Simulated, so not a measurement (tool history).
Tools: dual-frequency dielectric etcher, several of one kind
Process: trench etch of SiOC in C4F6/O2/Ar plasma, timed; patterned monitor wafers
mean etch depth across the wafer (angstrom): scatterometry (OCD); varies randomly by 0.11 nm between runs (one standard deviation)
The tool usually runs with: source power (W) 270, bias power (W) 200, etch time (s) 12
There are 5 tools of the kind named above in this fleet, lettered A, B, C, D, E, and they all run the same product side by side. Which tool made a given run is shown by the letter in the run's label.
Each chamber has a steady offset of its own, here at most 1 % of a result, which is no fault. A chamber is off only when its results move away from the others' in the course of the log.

run    day  source power (W)  bias power (W)  etch time (s)  read-back reference wafer on the same gauge, depth_nm  mean etch depth across the wafer (angstrom)
 1B  0.162               270             200             12                                                 22.280                                       222.29
 2D  0.333               270             200             12                                                 22.293                                       219.26
 3C  0.421               270             200             12                                                 22.319                                       221.63
 4E  0.567               270             200             12                                                 22.276                                       218.67
 5A  0.733               270             200             12                                                 22.321                                       219.73
 6E  0.862               270             200             12                                                 22.299                                       220.88
 7A  0.950               270             200             12                                                 22.306                                       221.54
 8B  1.112               270             200             12                                                 22.321                                       221.37
 9C  1.279               270             200             12                                                 22.285                                       223.95
10D  1.412               270             157             12                                                 22.311                                       202.83
11A  1.496               270             157             12                                                 22.321                                       204.63
12D  1.629               270             157             12                                                 22.280                                       201.05
13C  1.721               270             157             12                                                 22.320                                       205.38
     1.742  -- chamber E: wet clean of the chamber
14B  1.812               270             157             12                                                 22.314                                       204.91
     1.829  -- chamber B: wet clean of the chamber
15E  1.979               270             200             12                                                 22.294                                       218.35
16C  2.088               270             200             12                                                 22.287                                       223.27
17E  2.167               270             200             12                                                 22.325                                       221.95
18D  2.267               270             200             12                                                 22.297                                       217.73
19A  2.396               270             200             12                                                 22.302                                       222.95
20B  2.562               270             200             12                                                 22.318                                       222.91
     2.583  -- chamber A: wet clean of the chamber
21E  2.725               270             200             12                                                 22.313                                       220.56
22B  2.867               270             200             12                                                 22.276                                       223.71
23A  2.946               270             200             12                                                 22.283                                       233.09
24C  3.050               270             200             12                                                 22.274                                       222.21
25D  3.150               270             200             12                                                 22.306                                       219.98
     3.175  -- chamber C: wet clean of the chamber
26C  3.304               270             200             12                                                 22.286                                       221.05
27E  3.462               270             200             12                                                 22.277                                       220.28
28B  3.571               270             200             12                                                 22.286                                       224.27
29D  3.729               270             200             12                                                 22.302                                       219.58
30A  3.846               270             200             12                                                 22.301                                       229.01
31E  3.958               310             232             12                                                 22.301                                       245.80
32A  4.042               310             232             12                                                 22.289                                       254.53
33D  4.167               310             232             12                                                 22.296                                       240.03
34B  4.304               310             232             12                                                 22.294                                       244.85
35C  4.412               310             232             12                                                 22.323                                       246.09

Next, every chamber runs the same settings. What will each give?
36A  4.546               270             200             12                                                                                                   ?
36B  4.546               270             200             12                                                                                                   ?
36C  4.546               270             200             12                                                                                                   ?
36D  4.546               270             200             12                                                                                                   ?
36E  4.546               270             200             12                                                                                                   ?

run  mean etch depth across the wafer (angstrom)
36A                                       229.39
36B                                       222.98
36C                                       221.88
36D                                       220.68
36E                                       220.66

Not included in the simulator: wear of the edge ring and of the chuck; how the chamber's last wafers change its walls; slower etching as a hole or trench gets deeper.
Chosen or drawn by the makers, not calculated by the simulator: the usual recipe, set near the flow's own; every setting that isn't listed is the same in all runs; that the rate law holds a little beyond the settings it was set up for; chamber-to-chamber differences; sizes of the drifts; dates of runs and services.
